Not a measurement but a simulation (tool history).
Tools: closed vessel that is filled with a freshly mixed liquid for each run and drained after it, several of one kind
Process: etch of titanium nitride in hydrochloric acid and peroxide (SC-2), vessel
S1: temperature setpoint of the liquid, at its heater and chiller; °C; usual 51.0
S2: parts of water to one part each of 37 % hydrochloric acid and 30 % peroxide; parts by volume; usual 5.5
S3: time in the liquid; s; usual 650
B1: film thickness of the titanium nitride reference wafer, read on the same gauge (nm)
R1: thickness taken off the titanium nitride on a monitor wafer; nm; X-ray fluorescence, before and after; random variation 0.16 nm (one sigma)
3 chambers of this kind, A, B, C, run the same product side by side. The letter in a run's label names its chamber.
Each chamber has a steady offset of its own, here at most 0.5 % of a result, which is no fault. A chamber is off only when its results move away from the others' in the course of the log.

run   hour    S1   S2   S3      B1      R1
 1C    5.2  51.0  5.5  650  120.01  33.692
 2A    9.8  51.0  5.5  650  120.04  33.746
 3B   17.5  51.0  5.5  650  120.03  33.820
 4C   23.4  51.0  5.5  650  119.96  33.923
 5B   29.9  51.0  5.5  650  120.03  33.913
 6A   36.9  51.0  5.5  650  120.00  33.786
 7A   44.0  51.0  5.5  650  119.99  33.706
 8B   49.1  51.0  4.0  650  120.02  42.238
 9C   55.1  51.0  4.0  650  120.01  42.633
10B   62.0  51.0  4.0  650  119.95  42.149
11A   65.8  51.0  5.5  650  120.00  33.581
12C   72.4  45.5  5.5  510  120.03  18.302
13A   79.9  45.5  5.5  510  119.95  18.338
14C   83.7  45.5  5.5  510  119.99  18.457
15B   90.6  51.0  5.5  650  120.02  33.968
16A   96.2  51.0  5.5  650  119.98  33.771
17B  103.4  51.0  5.5  650  120.05  33.870
18C  110.4  51.0  5.5  650  119.99  33.537
19A  116.6  51.0  5.5  650  119.98  33.609
20B  120.4  51.0  5.5  650  119.99  34.016
21C  127.7  51.0  5.5  650  119.99  33.986
22B  134.7  51.0  5.5  650  119.98  33.650
23C  139.0  51.0  5.5  650  120.01  33.850
24A  145.7  51.0  5.5  650  120.00  33.277
25B  151.0  51.0  5.5  350  119.97  18.139
26A  158.2  51.0  5.5  350  120.01  17.906
27C  163.9  51.0  5.5  350  119.98  18.385
28C  167.4  51.0  5.5  650  120.00  33.801
29B  174.4  51.0  5.5  400  120.03  20.767
30A  180.8  51.0  5.5  400  120.02  20.365
31C  186.5  51.0  5.5  400  119.97  20.890
32A  193.9  51.0  5.5  650  120.01  33.221
33B  201.3  51.0  5.5  650  119.98  33.801
34B  207.1  59.5  8.5  650  120.01  41.983
35C  210.7  59.5  8.5  650  120.03  41.250
36A  215.3  59.5  8.5  650  120.00  40.234
37C  219.5  51.0  5.5  490  120.03  25.650
38B  224.4  51.0  5.5  490  120.00  25.412
39A  228.1  51.0  5.5  490  120.01  24.875
40B  234.7  51.0  5.5  650  120.04  33.439

All 3 chambers run these settings next. Forecast each chamber's results:
41A  240.4  51.0  5.5  650       ?
41B  240.4  51.0  5.5  650       ?
41C  240.4  51.0  5.5  650       ?

run      R1
41A  33.114
41B  33.747
41C  33.983
